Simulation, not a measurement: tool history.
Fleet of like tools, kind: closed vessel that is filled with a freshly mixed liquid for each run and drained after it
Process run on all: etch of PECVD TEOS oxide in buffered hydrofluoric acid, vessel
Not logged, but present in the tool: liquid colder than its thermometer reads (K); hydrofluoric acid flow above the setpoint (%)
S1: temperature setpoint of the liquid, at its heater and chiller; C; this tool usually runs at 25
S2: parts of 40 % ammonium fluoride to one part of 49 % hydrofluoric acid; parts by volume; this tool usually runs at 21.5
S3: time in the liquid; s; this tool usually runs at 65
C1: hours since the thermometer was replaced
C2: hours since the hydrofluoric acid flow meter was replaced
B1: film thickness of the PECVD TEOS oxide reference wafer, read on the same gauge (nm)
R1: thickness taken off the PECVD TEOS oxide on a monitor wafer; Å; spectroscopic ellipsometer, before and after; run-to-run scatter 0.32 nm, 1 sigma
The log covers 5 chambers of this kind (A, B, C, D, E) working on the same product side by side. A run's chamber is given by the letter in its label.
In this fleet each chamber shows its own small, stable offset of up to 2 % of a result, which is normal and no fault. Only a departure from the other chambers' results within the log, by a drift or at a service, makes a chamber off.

Run 1B, hour 9.2: usual settings; C1 831.8; C2 463.2; B1 130.01. Result: R1 408.71 Å.
Run 2A, hour 15.3: usual settings; C1 558.7; C2 133.8; B1 130.02. Result: R1 410.54 Å.
Run 3C, hour 20.7: usual settings; C1 516.5; C2 861.2; B1 130.01. Result: R1 413.77 Å.
At hour 27.8: chamber A: thermometer replaced.
Run 4D, hour 28.0: usual settings; C1 2570.4; C2 634.6; B1 129.99. Result: R1 411.19 Å.
Run 5E, hour 36.5: usual settings; C1 254.6; C2 858.6; B1 130.01. Result: R1 408.98 Å.
Run 6E, hour 44.9: usual settings; C1 263.0; C2 867.0; B1 129.99. Result: R1 415.94 Å.
At hour 52.6: chamber D: thermometer replaced.
Run 7B, hour 54.2: usual settings; C1 876.8; C2 508.2; B1 130.01. Result: R1 407.23 Å.
Run 8A, hour 60.8: usual settings; C1 33.1; C2 179.3; B1 130.01. Result: R1 409.30 Å.
Run 9C, hour 68.1: usual settings; C1 563.9; C2 908.6; B1 129.98. Result: R1 419.34 Å.
Run 10D, hour 76.8: usual settings; C1 24.2; C2 683.4; B1 130.01. Result: R1 417.43 Å.
Run 11D, hour 82.3: usual settings; C1 29.7; C2 688.9; B1 130.03. Result: R1 414.39 Å.
At hour 82.8: chamber B: hydrofluoric acid flow meter replaced.
Run 12C, hour 86.7: usual settings; C1 582.5; C2 927.2; B1 129.99. Result: R1 416.12 Å.
Run 13B, hour 92.1: usual settings; C1 914.7; C2 9.4; B1 129.96. Result: R1 402.04 Å.
Run 14E, hour 98.8: usual settings; C1 316.9; C2 920.9; B1 130.04. Result: R1 411.65 Å.
Run 15A, hour 104.3: usual settings; C1 76.6; C2 222.8; B1 130.02. Result: R1 414.45 Å.
Run 16C, hour 108.7: usual settings; C1 604.5; C2 949.2; B1 130.00. Result: R1 412.94 Å.
Run 17E, hour 114.1: usual settings; C1 332.2; C2 936.2; B1 129.99. Result: R1 414.39 Å.
Run 18B, hour 118.7: usual settings but S2 13.5 parts by volume, S3 45 s; C1 941.3; C2 36.0; B1 130.00. Result: R1 432.58 Å.
Run 19A, hour 124.8: usual settings but S2 13.5 parts by volume, S3 45 s; C1 97.1; C2 243.3; B1 130.00. Result: R1 446.47 Å.
Run 20D, hour 130.3: usual settings but S2 13.5 parts by volume, S3 45 s; C1 77.7; C2 736.9; B1 130.01. Result: R1 438.87 Å.
Run 21C, hour 134.7: usual settings but S2 13.5 parts by volume, S3 45 s; C1 630.5; C2 975.2; B1 130.00. Result: R1 443.27 Å.
Run 22D, hour 141.6: usual settings but S2 13.5 parts by volume, S3 45 s; C1 89.0; C2 748.2; B1 130.02. Result: R1 436.06 Å.
At hour 147.3: chamber B: thermometer replaced.
Run 23B, hour 147.5: usual settings; C1 0.2; C2 64.8; B1 130.02. Result: R1 406.16 Å.
Run 24A, hour 154.9: usual settings; C1 127.2; C2 273.4; B1 130.02. Result: R1 419.00 Å.
Run 25E, hour 162.9: usual settings; C1 381.0; C2 985.0; B1 129.97. Result: R1 415.17 Å.
Run 26B, hour 168.1: usual settings; C1 20.8; C2 85.4; B1 130.03. Result: R1 405.62 Å.
Run 27C, hour 172.6: usual settings; C1 668.4; C2 1013.1; B1 130.01. Result: R1 416.93 Å.
Run 28A, hour 177.0: usual settings; C1 149.3; C2 295.5; B1 130.01. Result: R1 414.75 Å.
Run 29D, hour 185.1: usual settings; C1 132.5; C2 791.7; B1 130.02. Result: R1 405.65 Å.
Run 30E, hour 193.9: usual settings; C1 412.0; C2 1016.0; B1 130.00. Result: R1 409.47 Å.
Run 31E, hour 200.8: usual settings; C1 418.9; C2 1022.9; B1 130.01. Result: R1 414.20 Å.
Run 32A, hour 209.3: usual settings; C1 181.6; C2 327.8; B1 130.04. Result: R1 415.12 Å.
Run 33D, hour 215.1: usual settings; C1 162.5; C2 821.7; B1 130.02. Result: R1 412.61 Å.
Run 34B, hour 221.7: usual settings; C1 74.4; C2 139.0; B1 129.99. Result: R1 403.91 Å.
Run 35C, hour 227.5: usual settings; C1 723.3; C2 1068.0; B1 129.98. Result: R1 417.09 Å.
At hour 233.5: chamber A: hydrofluoric acid flow meter replaced.
Run 36D, hour 235.5: usual settings; C1 182.9; C2 842.1; B1 129.99. Result: R1 411.03 Å.
Run 37C, hour 242.4: usual settings; C1 738.2; C2 1082.9; B1 129.98. Result: R1 418.29 Å.
Run 38B, hour 249.0: usual settings; C1 101.7; C2 166.3; B1 130.04. Result: R1 406.30 Å.
Run 39A, hour 254.3: usual settings; C1 226.6; C2 20.9; B1 130.01. Result: R1 415.29 Å.
Run 40E, hour 259.1: usual settings; C1 477.2; C2 1081.2; B1 130.00. Result: R1 412.73 Å.
Run 41C, hour 265.5: usual settings; C1 761.3; C2 1106.0; B1 130.00. Result: R1 417.97 Å.
Run 42A, hour 271.0: usual settings; C1 243.3; C2 37.6; B1 130.01. Result: R1 419.16 Å.

Each of the 5 chambers runs these same settings next. Fill in every chamber's results:
Run 43A, hour 277.8: usual settings but S3 95 s. Result: R1 ?.
Run 43B, hour 277.8: usual settings but S3 95 s. Result: R1 ?.
Run 43C, hour 277.8: usual settings but S3 95 s. Result: R1 ?.
Run 43D, hour 277.8: usual settings but S3 95 s. Result: R1 ?.
Run 43E, hour 277.8: usual settings but S3 95 s. Result: R1 ?.

run      R1
43A  600.16
43B  596.31
43C  612.44
43D  600.86
43E  602.37
